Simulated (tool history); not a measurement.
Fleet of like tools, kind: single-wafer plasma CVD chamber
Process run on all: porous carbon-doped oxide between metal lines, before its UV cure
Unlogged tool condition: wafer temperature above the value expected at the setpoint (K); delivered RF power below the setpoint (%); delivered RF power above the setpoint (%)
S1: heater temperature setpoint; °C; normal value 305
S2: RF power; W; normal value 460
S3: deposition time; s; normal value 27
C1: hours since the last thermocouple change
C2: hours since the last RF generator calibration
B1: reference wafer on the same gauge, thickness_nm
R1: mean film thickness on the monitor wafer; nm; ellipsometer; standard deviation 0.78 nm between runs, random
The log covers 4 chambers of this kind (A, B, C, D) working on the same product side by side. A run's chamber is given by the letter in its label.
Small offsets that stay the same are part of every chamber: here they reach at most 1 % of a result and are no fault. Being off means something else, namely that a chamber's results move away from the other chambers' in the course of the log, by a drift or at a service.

{"run": "1B", "hour": 5.0, "S1": 305, "S2": 460, "S3": 27, "C1": 1066.9, "C2": 1946.6, "B1": 133.04, "R1": 134.92}
{"run": "2C", "hour": 10.8, "S1": 305, "S2": 460, "S3": 27, "C1": 757.2, "C2": 744, "B1": 133, "R1": 135.36}
{"run": "3D", "hour": 15.9, "S1": 305, "S2": 460, "S3": 27, "C1": 326.3, "C2": 50.6, "B1": 133.01, "R1": 137.36}
{"run": "4A", "hour": 19.8, "S1": 305, "S2": 460, "S3": 27, "C1": 1401.1, "C2": 725.5, "B1": 133.06, "R1": 133.27}
{"run": "5D", "hour": 24.6, "S1": 305, "S2": 460, "S3": 27, "C1": 335, "C2": 59.3, "B1": 133.15, "R1": 136.45}
{"run": "6B", "hour": 31.1, "S1": 313, "S2": 460, "S3": 23.1, "C1": 1093, "C2": 1972.7, "B1": 133.23, "R1": 111.37}
{"run": "7A", "hour": 36.8, "S1": 313, "S2": 460, "S3": 23.1, "C1": 1418.1, "C2": 742.5, "B1": 133.1, "R1": 111.77}
{"run": "8C", "hour": 40.8, "S1": 313, "S2": 460, "S3": 23.1, "C1": 787.2, "C2": 774, "B1": 133.09, "R1": 109.57}
{"run": "9A", "hour": 46.0, "S1": 313, "S2": 460, "S3": 23.1, "C1": 1427.3, "C2": 751.7, "B1": 133.08, "R1": 110.58}
{"run": "10B", "hour": 50.0, "S1": 300, "S2": 460, "S3": 30, "C1": 1111.9, "C2": 1991.6, "B1": 133.15, "R1": 154.57}
{"run": "11C", "hour": 53.3, "S1": 300, "S2": 460, "S3": 30, "C1": 799.7, "C2": 786.5, "B1": 132.76, "R1": 153.75}
{"run": "12D", "hour": 57.9, "S1": 300, "S2": 460, "S3": 30, "C1": 368.3, "C2": 92.6, "B1": 133.12, "R1": 154.19}
{"run": "13A", "hour": 62.4, "S1": 300, "S2": 460, "S3": 30, "C1": 1443.7, "C2": 768.1, "B1": 132.95, "R1": 152.79}
{"run": "14B", "hour": 67.4, "S1": 305, "S2": 460, "S3": 27, "C1": 1129.3, "C2": 2009, "B1": 133.03, "R1": 133.9}
{"run": "15C", "hour": 73.6, "S1": 305, "S2": 460, "S3": 27, "C1": 820, "C2": 806.8, "B1": 133.11, "R1": 134.77}
{"run": "16D", "hour": 79.9, "S1": 305, "S2": 460, "S3": 27, "C1": 390.3, "C2": 114.6, "B1": 133.12, "R1": 135.62}
{"run": "17B", "hour": 83.9, "S1": 305, "S2": 460, "S3": 27, "C1": 1145.8, "C2": 2025.5, "B1": 133.08, "R1": 135.71}
{"run": "18C", "hour": 90.6, "S1": 305, "S2": 460, "S3": 27, "C1": 837, "C2": 823.8, "B1": 133.03, "R1": 132.82}
{"run": "19A", "hour": 96.2, "S1": 305, "S2": 460, "S3": 23.2, "C1": 1477.5, "C2": 801.9, "B1": 133.03, "R1": 115.56}
{"run": "20D", "hour": 101.6, "S1": 305, "S2": 460, "S3": 23.2, "C1": 412, "C2": 136.3, "B1": 132.86, "R1": 116.96}
{"run": "21D", "hour": 107.2, "S1": 305, "S2": 460, "S3": 23.2, "C1": 417.6, "C2": 141.9, "B1": 132.66, "R1": 116.61}
{"run": "22C", "hour": 110.4, "S1": 305, "S2": 460, "S3": 23.2, "C1": 856.8, "C2": 843.6, "B1": 133, "R1": 115.15}
{"run": "23B", "hour": 114.7, "S1": 299, "S2": 460, "S3": 30.7, "C1": 1176.6, "C2": 2056.3, "B1": 133.11, "R1": 158.4}
{"run": "24A", "hour": 121.1, "S1": 299, "S2": 460, "S3": 30.7, "C1": 1502.4, "C2": 826.8, "B1": 133, "R1": 156.06}
{"run": "25A", "hour": 127.2, "S1": 299, "S2": 460, "S3": 30.7, "C1": 1508.5, "C2": 832.9, "B1": 133, "R1": 157.21}
{"run": "26B", "hour": 133.1, "S1": 299, "S2": 460, "S3": 30.7, "C1": 1195, "C2": 2074.7, "B1": 132.96, "R1": 159.78}
{"run": "27C", "hour": 139.0, "S1": 293, "S2": 505, "S3": 27, "C1": 885.4, "C2": 872.2, "B1": 132.97, "R1": 150.66}
{"run": "28D", "hour": 144.8, "S1": 293, "S2": 505, "S3": 27, "C1": 455.2, "C2": 179.5, "B1": 133.01, "R1": 154.26}
{"run": "29D", "hour": 149.6, "S1": 293, "S2": 505, "S3": 27, "C1": 460, "C2": 184.3, "B1": 133.02, "R1": 152.95}
{"run": "30C", "hour": 155.2, "S1": 293, "S2": 505, "S3": 27, "C1": 901.6, "C2": 888.4, "B1": 133.11, "R1": 151.74}
{"run": "31B", "hour": 161.2, "S1": 305, "S2": 460, "S3": 27, "C1": 1223.1, "C2": 2102.8, "B1": 132.82, "R1": 134.47}
{"run": "32A", "hour": 164.3, "S1": 305, "S2": 460, "S3": 27, "C1": 1545.6, "C2": 870, "B1": 133.16, "R1": 134.18}
{"run": "33A", "hour": 171.2, "S1": 292, "S2": 420, "S3": 27, "C1": 1552.5, "C2": 876.9, "B1": 133.14, "R1": 132.82}
{"run": "34C", "hour": 175.1, "S1": 292, "S2": 420, "S3": 27, "C1": 921.5, "C2": 908.3, "B1": 132.86, "R1": 134.75}
{"run": "35D", "hour": 179.6, "S1": 292, "S2": 420, "S3": 27, "C1": 490, "C2": 214.3, "B1": 133.04, "R1": 136.51}

Which is it: a chamber that has drifted or been left off by a service, a gauge drift common to all chambers, or only each chamber's usual small offset? If a chamber is off, name it and its likeliest cause.

The fleet is healthy, with each chamber sitting at its usual small offset and no drift in the gauge.
